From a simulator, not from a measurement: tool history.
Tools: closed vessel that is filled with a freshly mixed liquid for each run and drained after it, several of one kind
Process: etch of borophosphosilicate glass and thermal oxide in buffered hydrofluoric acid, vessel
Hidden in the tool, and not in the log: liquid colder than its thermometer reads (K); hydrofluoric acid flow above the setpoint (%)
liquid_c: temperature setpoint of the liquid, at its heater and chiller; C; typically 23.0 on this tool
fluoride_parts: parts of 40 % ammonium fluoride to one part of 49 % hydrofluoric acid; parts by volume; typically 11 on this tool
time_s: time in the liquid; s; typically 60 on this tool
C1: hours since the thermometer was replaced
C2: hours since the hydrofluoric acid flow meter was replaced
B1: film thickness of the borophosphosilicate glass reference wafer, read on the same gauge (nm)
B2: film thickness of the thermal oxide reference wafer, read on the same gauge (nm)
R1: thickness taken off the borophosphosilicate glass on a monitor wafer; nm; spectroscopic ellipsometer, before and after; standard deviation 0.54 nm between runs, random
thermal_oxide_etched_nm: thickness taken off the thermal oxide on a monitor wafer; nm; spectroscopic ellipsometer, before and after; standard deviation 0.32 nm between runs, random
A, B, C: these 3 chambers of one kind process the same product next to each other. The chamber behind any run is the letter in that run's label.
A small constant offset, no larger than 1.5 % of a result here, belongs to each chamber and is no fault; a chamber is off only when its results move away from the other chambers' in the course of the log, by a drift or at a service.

Run 1A, day 0.621: usual settings; C1 1350.8; C2 1011.4; B1 149.98; B2 39.992. Result: R1 90.076 nm, thermal_oxide_etched_nm 62.431 nm.
Run 2B, day 1.225: usual settings; C1 305.6; C2 1032.2; B1 149.96; B2 39.994. Result: R1 91.748 nm, thermal_oxide_etched_nm 63.800 nm.
Run 3C, day 1.742: usual settings; C1 850.2; C2 415.3; B1 150.01; B2 40.008. Result: R1 89.727 nm, thermal_oxide_etched_nm 62.502 nm.
Run 4A, day 2.208: usual settings; C1 1388.9; C2 1049.5; B1 150.00; B2 40.026. Result: R1 90.976 nm, thermal_oxide_etched_nm 62.930 nm.
Run 5C, day 2.704: usual settings; C1 873.3; C2 438.4; B1 149.99; B2 40.018. Result: R1 90.353 nm, thermal_oxide_etched_nm 62.700 nm.
Run 6B, day 2.975: usual settings; C1 347.6; C2 1074.2; B1 150.02; B2 39.992. Result: R1 92.482 nm, thermal_oxide_etched_nm 63.226 nm.
Run 7C, day 3.392: usual settings; C1 889.8; C2 454.9; B1 150.03; B2 39.995. Result: R1 90.763 nm, thermal_oxide_etched_nm 63.061 nm.
Run 8A, day 3.925: usual settings; C1 1430.1; C2 1090.7; B1 149.99; B2 39.987. Result: R1 90.531 nm, thermal_oxide_etched_nm 62.430 nm.
Run 9B, day 4.279: usual settings; C1 378.9; C2 1105.5; B1 150.00; B2 40.004. Result: R1 92.606 nm, thermal_oxide_etched_nm 63.381 nm.
Run 10A, day 4.583: usual settings; C1 1445.9; C2 1106.5; B1 150.01; B2 40.021. Result: R1 90.739 nm, thermal_oxide_etched_nm 63.073 nm.
Run 11C, day 5.008: usual settings; C1 928.6; C2 493.7; B1 150.00; B2 40.001. Result: R1 90.485 nm, thermal_oxide_etched_nm 63.361 nm.
Run 12B, day 5.296: usual settings; C1 403.3; C2 1129.9; B1 150.00; B2 39.979. Result: R1 92.733 nm, thermal_oxide_etched_nm 63.231 nm.
Run 13A, day 5.654: usual settings; C1 1471.6; C2 1132.2; B1 149.98; B2 39.994. Result: R1 91.333 nm, thermal_oxide_etched_nm 62.370 nm.
Run 14B, day 6.175: usual settings; C1 424.4; C2 1151.0; B1 150.00; B2 39.999. Result: R1 93.178 nm, thermal_oxide_etched_nm 63.021 nm.
Run 15C, day 6.550: usual settings; C1 965.6; C2 530.7; B1 149.99; B2 40.009. Result: R1 89.659 nm, thermal_oxide_etched_nm 63.238 nm.
At day 6.571: chamber C: hydrofluoric acid flow meter replaced.
Run 16A, day 7.025: usual settings; C1 1504.5; C2 1165.1; B1 149.99; B2 40.002. Result: R1 90.481 nm, thermal_oxide_etched_nm 62.649 nm.
Run 17C, day 7.346: usual settings; C1 984.7; C2 18.7; B1 149.98; B2 39.994. Result: R1 89.945 nm, thermal_oxide_etched_nm 63.552 nm.
Run 18B, day 7.829: usual settings; C1 464.1; C2 1190.7; B1 150.01; B2 40.008. Result: R1 92.949 nm, thermal_oxide_etched_nm 62.977 nm.
Run 19C, day 8.442: usual settings; C1 1011.0; C2 45.0; B1 150.02; B2 40.009. Result: R1 90.470 nm, thermal_oxide_etched_nm 62.879 nm.
Run 20A, day 9.033: usual settings; C1 1552.7; C2 1213.3; B1 150.00; B2 40.005. Result: R1 91.393 nm, thermal_oxide_etched_nm 62.720 nm.
Run 21B, day 9.583: usual settings; C1 506.2; C2 1232.8; B1 150.01; B2 40.002. Result: R1 92.479 nm, thermal_oxide_etched_nm 64.106 nm.
Run 22C, day 10.004: usual settings; C1 1048.5; C2 82.5; B1 150.00; B2 40.002. Result: R1 90.906 nm, thermal_oxide_etched_nm 62.681 nm.
Run 23B, day 10.512: usual settings; C1 528.5; C2 1255.1; B1 150.02; B2 39.989. Result: R1 92.119 nm, thermal_oxide_etched_nm 63.575 nm.
Run 24A, day 11.046: usual settings but liquid_c 18.5 C; C1 1601.0; C2 1261.6; B1 150.00; B2 40.028. Result: R1 70.426 nm, thermal_oxide_etched_nm 48.833 nm.
Run 25B, day 11.333: usual settings but liquid_c 18.5 C; C1 548.2; C2 1274.8; B1 150.02; B2 39.979. Result: R1 71.545 nm, thermal_oxide_etched_nm 49.454 nm.
Run 26C, day 11.704: usual settings but liquid_c 18.5 C; C1 1089.3; C2 123.3; B1 149.99; B2 39.991. Result: R1 70.611 nm, thermal_oxide_etched_nm 49.151 nm.
Run 27A, day 12.308: usual settings; C1 1631.3; C2 1291.9; B1 150.00; B2 40.009. Result: R1 90.184 nm, thermal_oxide_etched_nm 62.790 nm.
At day 12.679: chamber A: hydrofluoric acid flow meter replaced.
Run 28A, day 12.729: usual settings; C1 1641.4; C2 1.3; B1 149.99; B2 40.013. Result: R1 90.366 nm, thermal_oxide_etched_nm 62.592 nm.
Run 29C, day 13.233: usual settings; C1 1126.0; C2 160.0; B1 149.97; B2 40.016. Result: R1 90.121 nm, thermal_oxide_etched_nm 63.090 nm.
Run 30B, day 13.796: usual settings; C1 607.3; C2 1333.9; B1 150.00; B2 40.010. Result: R1 92.437 nm, thermal_oxide_etched_nm 63.008 nm.
Run 31C, day 14.300: usual settings; C1 1151.6; C2 185.6; B1 150.01; B2 39.998. Result: R1 90.257 nm, thermal_oxide_etched_nm 62.146 nm.
Run 32B, day 14.850: usual settings; C1 632.6; C2 1359.2; B1 150.01; B2 39.987. Result: R1 91.041 nm, thermal_oxide_etched_nm 63.698 nm.
Run 33A, day 15.333: usual settings; C1 1703.9; C2 63.8; B1 150.02; B2 40.005. Result: R1 90.930 nm, thermal_oxide_etched_nm 62.555 nm.
Run 34A, day 15.883: usual settings; C1 1717.1; C2 77.0; B1 150.02; B2 40.001. Result: R1 90.449 nm, thermal_oxide_etched_nm 63.084 nm.

Decide between three cases: one chamber stands off from its peers, the gauge reading all wafers drifts, or nothing is wrong past each chamber's small offset. Where a chamber is off, say which and what most likely put it there.

All chambers stay in line apart from their small fixed offsets, and the gauge does not drift.

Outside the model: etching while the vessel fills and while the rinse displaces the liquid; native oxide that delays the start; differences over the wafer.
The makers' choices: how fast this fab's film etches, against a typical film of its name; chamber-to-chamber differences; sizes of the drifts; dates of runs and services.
